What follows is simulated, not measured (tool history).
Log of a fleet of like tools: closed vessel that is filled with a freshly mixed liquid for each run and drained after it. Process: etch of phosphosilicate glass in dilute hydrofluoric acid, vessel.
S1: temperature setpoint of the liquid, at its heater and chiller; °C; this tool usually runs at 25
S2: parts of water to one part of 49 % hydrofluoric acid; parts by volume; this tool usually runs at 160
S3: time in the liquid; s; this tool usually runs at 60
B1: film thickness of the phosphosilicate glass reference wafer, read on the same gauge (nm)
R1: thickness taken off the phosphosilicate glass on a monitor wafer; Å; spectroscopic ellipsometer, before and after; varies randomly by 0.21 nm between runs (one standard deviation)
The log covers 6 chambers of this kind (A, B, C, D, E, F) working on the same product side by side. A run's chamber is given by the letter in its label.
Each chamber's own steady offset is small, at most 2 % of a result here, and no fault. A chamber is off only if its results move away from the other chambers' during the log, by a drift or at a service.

run 1C day=0.171 | S1=25 S2=160 S3=60 | B1=99.991 | R1=225.47
run 2A day=0.383 | S1=25 S2=160 S3=60 | B1=100.000 | R1=230.83
run 3E day=0.642 | S1=25 S2=160 S3=60 | B1=99.994 | R1=231.71
run 4D day=0.838 | S1=25 S2=160 S3=60 | B1=99.982 | R1=233.15
run 5B day=1.083 | S1=25 S2=160 S3=60 | B1=99.996 | R1=230.47
run 6F day=1.425 | S1=25 S2=160 S3=60 | B1=100.000 | R1=224.24
run 7F day=1.788 | S1=25 S2=160 S3=60 | B1=100.020 | R1=226.01
run 8A day=2.038 | S1=25 S2=160 S3=60 | B1=100.020 | R1=228.80
run 9E day=2.350 | S1=25 S2=230 S3=45 | B1=99.997 | R1=110.10
run 10D day=2.600 | S1=25 S2=230 S3=45 | B1=99.981 | R1=111.70
run 11B day=2.950 | S1=25 S2=230 S3=45 | B1=100.000 | R1=112.37
run 12C day=3.179 | S1=25 S2=230 S3=45 | B1=100.010 | R1=107.49
run 13C day=3.429 | S1=25 S2=230 S3=45 | B1=99.980 | R1=107.76
run 14E day=3.600 | S1=25 S2=230 S3=45 | B1=99.991 | R1=110.96
run 15B day=3.862 | S1=25 S2=160 S3=60 | B1=99.992 | R1=231.80
run 16D day=4.208 | S1=25 S2=160 S3=60 | B1=100.030 | R1=227.41
run 17A day=4.571 | S1=25 S2=160 S3=60 | B1=100.010 | R1=226.63
run 18F day=4.917 | S1=25 S2=160 S3=60 | B1=99.996 | R1=225.49
run 19A day=5.129 | S1=25 S2=160 S3=60 | B1=99.981 | R1=222.85
run 20B day=5.396 | S1=25 S2=160 S3=60 | B1=99.993 | R1=229.81
run 21F day=5.629 | S1=25 S2=160 S3=60 | B1=99.981 | R1=230.98
run 22D day=6.004 | S1=25 S2=160 S3=60 | B1=100.010 | R1=230.33
run 23E day=6.283 | S1=25 S2=160 S3=60 | B1=100.000 | R1=236.29
run 24C day=6.629 | S1=25 S2=160 S3=60 | B1=100.000 | R1=227.23
run 25A day=7.008 | S1=25 S2=160 S3=60 | B1=99.995 | R1=227.57
run 26C day=7.296 | S1=25 S2=160 S3=60 | B1=99.982 | R1=227.05
run 27E day=7.529 | S1=25 S2=160 S3=60 | B1=99.999 | R1=243.73
run 28D day=7.800 | S1=25 S2=160 S3=60 | B1=99.971 | R1=230.83
run 29F day=8.012 | S1=25 S2=160 S3=60 | B1=100.000 | R1=227.27
run 30B day=8.188 | S1=25 S2=160 S3=60 | B1=99.980 | R1=232.07
run 31F day=8.458 | S1=25 S2=160 S3=60 | B1=100.010 | R1=227.94
run 32C day=8.646 | S1=25 S2=160 S3=60 | B1=100.000 | R1=224.30
run 33E day=8.867 | S1=25 S2=160 S3=90 | B1=100.020 | R1=371.38
run 34D day=9.071 | S1=25 S2=160 S3=90 | B1=100.010 | R1=345.57
run 35A day=9.283 | S1=25 S2=160 S3=90 | B1=99.989 | R1=343.40
run 36B day=9.558 | S1=25 S2=160 S3=90 | B1=99.987 | R1=344.91
-- day=9.829 chamber A: hydrofluoric acid flow meter replaced
run 37D day=9.912 | S1=25 S2=160 S3=90 | B1=100.010 | R1=353.27
run 38E day=10.275 | S1=25 S2=160 S3=90 | B1=99.997 | R1=376.23
run 39F day=10.504 | S1=25 S2=160 S3=60 | B1=100.020 | R1=227.94
run 40A day=10.750 | S1=25 S2=160 S3=60 | B1=99.987 | R1=225.54

What goes on in this fleet: one chamber off, a drifting gauge, or nothing beyond the chambers' own small offsets? Name the chamber and the cause, if any.

Chamber E drifts away from the others.
Most likely cause: hydrofluoric acid flow above the setpoint (%) = 9.02.
The log might look much the same if the cause were instead: liquid hotter than its thermometer reads (K).

Here are 4 candidates for chamber E's next run, each the usual settings with a change, their results left as question marks. Which one brings its results back in line with what the others give on the usual settings?
In-line tolerance around the mean of the other chambers on the usual settings: R1 7.40 Å
run 41E-1 day=11.029 | S1=25.5 S2=160 S3=65 | R1=?
run 41E-2 day=11.029 | S1=25.5 S2=145 S3=65 | R1=?
run 41E-3 day=11.029 | S1=19.5 S2=160 S3=60 | R1=?
run 41E-4 day=11.029 | S1=22.5 S2=160 S3=60 | R1=?

Usual-settings mean across the other chambers: R1 228.84 Å
run=41E-1 R1=277.43
run=41E-2 R1=311.80
run=41E-3 R1=202.78
run=41E-4 R1=228.28
With 41E-4, the chamber falls back in line with the rest.
